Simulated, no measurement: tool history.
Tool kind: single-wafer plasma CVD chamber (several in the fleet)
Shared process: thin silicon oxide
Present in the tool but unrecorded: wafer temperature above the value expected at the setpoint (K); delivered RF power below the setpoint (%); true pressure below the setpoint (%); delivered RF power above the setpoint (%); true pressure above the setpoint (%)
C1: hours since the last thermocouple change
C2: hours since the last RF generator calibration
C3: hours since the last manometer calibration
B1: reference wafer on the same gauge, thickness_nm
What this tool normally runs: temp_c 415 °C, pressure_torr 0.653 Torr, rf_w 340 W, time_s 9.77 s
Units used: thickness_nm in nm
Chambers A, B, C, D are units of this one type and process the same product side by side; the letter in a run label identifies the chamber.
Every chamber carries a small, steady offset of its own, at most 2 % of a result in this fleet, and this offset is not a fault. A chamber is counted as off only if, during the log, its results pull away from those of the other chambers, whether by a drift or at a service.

Run 1C, day 0.621: usual settings; C1 293.4; C2 1715.1; C3 1033.6; B1 12.799. Result: thickness_nm 15.420 nm.
Run 2B, day 0.967: usual settings; C1 1414.5; C2 2414.4; C3 213.8; B1 12.801. Result: thickness_nm 15.061 nm.
Run 3A, day 1.421: usual settings; C1 704.9; C2 688.9; C3 1235.4; B1 12.798. Result: thickness_nm 15.356 nm.
Run 4D, day 1.804: usual settings; C1 364.4; C2 837.7; C3 2137.9; B1 12.801. Result: thickness_nm 15.257 nm.
Run 5B, day 2.192: usual settings; C1 1443.9; C2 2443.8; C3 243.2; B1 12.798. Result: thickness_nm 15.107 nm.
Run 6C, day 2.662: usual settings; C1 342.4; C2 1764.1; C3 1082.6; B1 12.805. Result: thickness_nm 15.396 nm.
Run 7A, day 3.092: usual settings; C1 745.0; C2 729.0; C3 1275.5; B1 12.800. Result: thickness_nm 15.334 nm.
At day 3.333: chamber B: RF generator calibrated.
Run 8D, day 3.633: usual settings; C1 408.3; C2 881.6; C3 2181.8; B1 12.802. Result: thickness_nm 15.292 nm.
Run 9D, day 4.008: usual settings; C1 417.3; C2 890.6; C3 2190.8; B1 12.805. Result: thickness_nm 15.198 nm.
Run 10A, day 4.596: usual settings; C1 781.1; C2 765.1; C3 1311.6; B1 12.800. Result: thickness_nm 15.324 nm.
Run 11B, day 5.200: usual settings; C1 1516.1; C2 44.9; C3 315.4; B1 12.808. Result: thickness_nm 15.108 nm.
At day 5.542: chamber C: capacitance manometer re-zeroed and calibrated.
Run 12C, day 5.708: usual settings; C1 415.5; C2 1837.2; C3 4.1; B1 12.806. Result: thickness_nm 15.336 nm.
Run 13D, day 6.383: usual settings; C1 474.3; C2 947.6; C3 2247.8; B1 12.804. Result: thickness_nm 15.235 nm.
At day 6.412: chamber D: RF generator calibrated.
Run 14C, day 6.696: usual settings but temp_c 424 °C; C1 439.2; C2 1860.9; C3 27.8; B1 12.804. Result: thickness_nm 15.338 nm.
Run 15B, day 7.217: usual settings but temp_c 424 °C; C1 1564.5; C2 93.3; C3 363.8; B1 12.796. Result: thickness_nm 15.042 nm.
Run 16A, day 7.825: usual settings but temp_c 424 °C; C1 858.6; C2 842.6; C3 1389.1; B1 12.803. Result: thickness_nm 15.256 nm.
Run 17B, day 8.479: usual settings but temp_c 424 °C; C1 1594.8; C2 123.6; C3 394.1; B1 12.803. Result: thickness_nm 15.035 nm.
At day 9.088: chamber D: capacitance manometer re-zeroed and calibrated.
Run 18D, day 9.112: usual settings; C1 539.8; C2 64.9; C3 0.7; B1 12.803. Result: thickness_nm 15.252 nm.
At day 9.646: chamber A: capacitance manometer re-zeroed and calibrated.
Run 19C, day 9.696: usual settings; C1 511.2; C2 1932.9; C3 99.8; B1 12.803. Result: thickness_nm 15.361 nm.
Run 20A, day 10.188: usual settings; C1 915.3; C2 899.3; C3 13.1; B1 12.806. Result: thickness_nm 14.889 nm.
Run 21A, day 10.617: usual settings but rf_w 305 W; C1 925.6; C2 909.6; C3 23.4; B1 12.805. Result: thickness_nm 14.207 nm.
Run 22D, day 11.158: usual settings but rf_w 305 W; C1 588.9; C2 114.0; C3 49.8; B1 12.809. Result: thickness_nm 14.547 nm.
Run 23C, day 11.508: usual settings but rf_w 305 W; C1 554.7; C2 1976.4; C3 143.3; B1 12.802. Result: thickness_nm 14.759 nm.
Run 24B, day 11.829: usual settings but rf_w 305 W; C1 1675.2; C2 204.0; C3 474.5; B1 12.806. Result: thickness_nm 14.460 nm.
Run 25A, day 12.283: usual settings; C1 965.6; C2 949.6; C3 63.4; B1 12.805. Result: thickness_nm 14.846 nm.
Run 26C, day 12.875: usual settings but time_s 8.16 s; C1 587.5; C2 2009.2; C3 176.1; B1 12.797. Result: thickness_nm 12.862 nm.
Run 27D, day 13.417: usual settings but time_s 8.16 s; C1 643.1; C2 168.2; C3 104.0; B1 12.804. Result: thickness_nm 12.761 nm.
Run 28B, day 14.096: usual settings but time_s 8.16 s; C1 1729.6; C2 258.4; C3 528.9; B1 12.796. Result: thickness_nm 12.603 nm.
Run 29C, day 14.767: usual settings but time_s 8.16 s; C1 632.9; C2 2054.6; C3 221.5; B1 12.793. Result: thickness_nm 12.855 nm.
At day 15.179: chamber A: RF generator calibrated.
Run 30D, day 15.425: usual settings; C1 691.3; C2 216.4; C3 152.2; B1 12.798. Result: thickness_nm 15.216 nm.
Run 31A, day 15.912: usual settings; C1 1052.7; C2 17.7; C3 150.5; B1 12.806. Result: thickness_nm 14.933 nm.
Run 32B, day 16.575: usual settings; C1 1789.1; C2 317.9; C3 588.4; B1 12.799. Result: thickness_nm 15.106 nm.
Run 33A, day 16.875: usual settings; C1 1075.8; C2 40.8; C3 173.6; B1 12.797. Result: thickness_nm 14.865 nm.

Each of the 4 chambers runs these same settings next. Fill in every chamber's results:
Run 34A, day 17.362: usual settings but time_s 8.43 s. Result: thickness_nm ?.
Run 34B, day 17.362: usual settings but time_s 8.43 s. Result: thickness_nm ?.
Run 34C, day 17.362: usual settings but time_s 8.43 s. Result: thickness_nm ?.
Run 34D, day 17.362: usual settings but time_s 8.43 s. Result: thickness_nm ?.

run  thickness_nm
34A        12.814
34B        13.055
34C        13.263
34D        13.201

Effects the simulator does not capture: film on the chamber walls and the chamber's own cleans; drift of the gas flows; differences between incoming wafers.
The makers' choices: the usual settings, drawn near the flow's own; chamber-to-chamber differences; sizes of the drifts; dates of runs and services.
